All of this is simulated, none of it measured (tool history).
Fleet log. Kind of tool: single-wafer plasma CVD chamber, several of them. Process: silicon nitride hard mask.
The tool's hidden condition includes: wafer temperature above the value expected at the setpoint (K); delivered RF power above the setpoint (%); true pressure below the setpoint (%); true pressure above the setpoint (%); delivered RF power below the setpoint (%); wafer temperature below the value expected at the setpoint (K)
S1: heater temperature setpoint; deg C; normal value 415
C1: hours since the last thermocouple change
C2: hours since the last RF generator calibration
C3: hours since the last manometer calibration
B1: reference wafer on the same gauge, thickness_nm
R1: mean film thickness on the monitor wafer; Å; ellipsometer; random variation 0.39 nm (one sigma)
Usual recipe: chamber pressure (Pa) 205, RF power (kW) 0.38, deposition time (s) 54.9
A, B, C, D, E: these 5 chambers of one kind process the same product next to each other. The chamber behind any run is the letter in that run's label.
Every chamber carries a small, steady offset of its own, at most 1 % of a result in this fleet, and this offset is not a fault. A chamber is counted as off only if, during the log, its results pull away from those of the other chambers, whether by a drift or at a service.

Run 1A, hour 4: usual settings; C1 1203.4; C2 1802.1; C3 533.2; B1 85.78. Result: R1 722.94 Å.
Run 2E, hour 10.6: usual settings; C1 190.3; C2 544.5; C3 317.5; B1 85.731. Result: R1 725.33 Å.
Run 3C, hour 18.1: usual settings; C1 717.8; C2 507.5; C3 220.4; B1 85.829. Result: R1 729.86 Å.
Run 4D, hour 25: usual settings; C1 873.3; C2 2291.7; C3 1281.7; B1 85.829. Result: R1 734.86 Å.
Run 5B, hour 30.1: usual settings; C1 998.8; C2 1623.7; C3 976.2; B1 85.764. Result: R1 723.31 Å.
Run 6B, hour 33.6: usual settings; C1 1002.3; C2 1627.2; C3 979.7; B1 85.644. Result: R1 724.07 Å.
Run 7D, hour 40.1: usual settings; C1 888.4; C2 2306.8; C3 1296.8; B1 85.778. Result: R1 728.89 Å.
Run 8A, hour 47.2: usual settings; C1 1246.6; C2 1845.3; C3 576.4; B1 85.79. Result: R1 726.9 Å.
Run 9E, hour 50.8: usual settings; C1 230.5; C2 584.7; C3 357.7; B1 85.792. Result: R1 727.62 Å.
Run 10C, hour 58.4: usual settings; C1 758.1; C2 547.8; C3 260.7; B1 85.705. Result: R1 729.09 Å.
At hour 60.5: chamber B: RF generator calibrated.
Run 11C, hour 66.6: usual settings; C1 766.3; C2 556; C3 268.9; B1 85.906. Result: R1 724.94 Å.
Run 12E, hour 74.5: usual settings; C1 254.2; C2 608.4; C3 381.4; B1 85.925. Result: R1 728.64 Å.
At hour 79: chamber B: thermocouple changed; heater temperature recalibrated.
Run 13D, hour 82.4: usual settings; C1 930.7; C2 2349.1; C3 1339.1; B1 85.795. Result: R1 723.75 Å.
Run 14A, hour 86.8: usual settings; C1 1286.2; C2 1884.9; C3 616; B1 85.831. Result: R1 719.24 Å.
Run 15B, hour 94: usual settings but RF power (kW) 0.415; C1 15.1; C2 33.6; C3 1040.1; B1 85.839. Result: R1 755.1 Å.
At hour 97.7: chamber A: thermocouple changed; heater temperature recalibrated.
Run 16A, hour 100.5: usual settings but RF power (kW) 0.415; C1 2.8; C2 1898.6; C3 629.7; B1 85.894. Result: R1 764.94 Å.
Run 17C, hour 108: usual settings but RF power (kW) 0.415; C1 807.7; C2 597.4; C3 310.3; B1 85.833. Result: R1 771.52 Å.
Run 18E, hour 111.6: usual settings but RF power (kW) 0.415; C1 291.3; C2 645.5; C3 418.5; B1 85.759. Result: R1 772.79 Å.
Run 19D, hour 117.2: usual settings but RF power (kW) 0.415; C1 965.5; C2 2383.9; C3 1373.9; B1 85.886. Result: R1 767.14 Å.
Run 20B, hour 121.1: usual settings; C1 42.2; C2 60.7; C3 1067.2; B1 85.844. Result: R1 718.74 Å.
Run 21E, hour 126.4: usual settings but S1 420 deg C; C1 306.1; C2 660.3; C3 433.3; B1 85.856. Result: R1 726.13 Å.
Run 22A, hour 131.1: usual settings but S1 420 deg C; C1 33.4; C2 1929.2; C3 660.3; B1 85.757. Result: R1 726.08 Å.
Run 23D, hour 138.7: usual settings but S1 420 deg C; C1 987; C2 2405.4; C3 1395.4; B1 85.849. Result: R1 727.8 Å.
Run 24C, hour 145.9: usual settings but S1 420 deg C; C1 845.6; C2 635.3; C3 348.2; B1 85.773. Result: R1 731.3 Å.
Run 25B, hour 150.8: usual settings but S1 420 deg C; C1 71.9; C2 90.4; C3 1096.9; B1 85.79. Result: R1 715.31 Å.
Run 26C, hour 154.5: usual settings; C1 854.2; C2 643.9; C3 356.8; B1 85.756. Result: R1 727.22 Å.
Run 27B, hour 162.5: usual settings but deposition time (s) 45.4; C1 83.6; C2 102.1; C3 1108.6; B1 85.726. Result: R1 599.87 Å.
Run 28E, hour 170.6: usual settings but deposition time (s) 45.4; C1 350.3; C2 704.5; C3 477.5; B1 85.654. Result: R1 592.39 Å.
Run 29A, hour 175.9: usual settings but deposition time (s) 45.4; C1 78.2; C2 1974; C3 705.1; B1 85.719. Result: R1 595.25 Å.
Run 30D, hour 180.6: usual settings but deposition time (s) 45.4; C1 1028.9; C2 2447.3; C3 1437.3; B1 85.684. Result: R1 604.44 Å.
Run 31B, hour 186.9: usual settings but deposition time (s) 45.4; C1 108; C2 126.5; C3 1133; B1 85.712. Result: R1 598.84 Å.
Run 32A, hour 191: usual settings; C1 93.3; C2 1989.1; C3 720.2; B1 85.806. Result: R1 722.77 Å.
Run 33E, hour 197.4: usual settings; C1 377.1; C2 731.3; C3 504.3; B1 85.903. Result: R1 722.6 Å.
Run 34C, hour 204.3: usual settings; C1 904; C2 693.7; C3 406.6; B1 85.858. Result: R1 726.54 Å.

Predict what each chamber gives when all 5 of them run the settings below next.
Run 35A, hour 210.2: usual settings. Result: R1 ?.
Run 35B, hour 210.2: usual settings. Result: R1 ?.
Run 35C, hour 210.2: usual settings. Result: R1 ?.
Run 35D, hour 210.2: usual settings. Result: R1 ?.
Run 35E, hour 210.2: usual settings. Result: R1 ?.

run      R1
35A  718.81
35B  724.66
35C  723.91
35D  725.41
35E  724.98
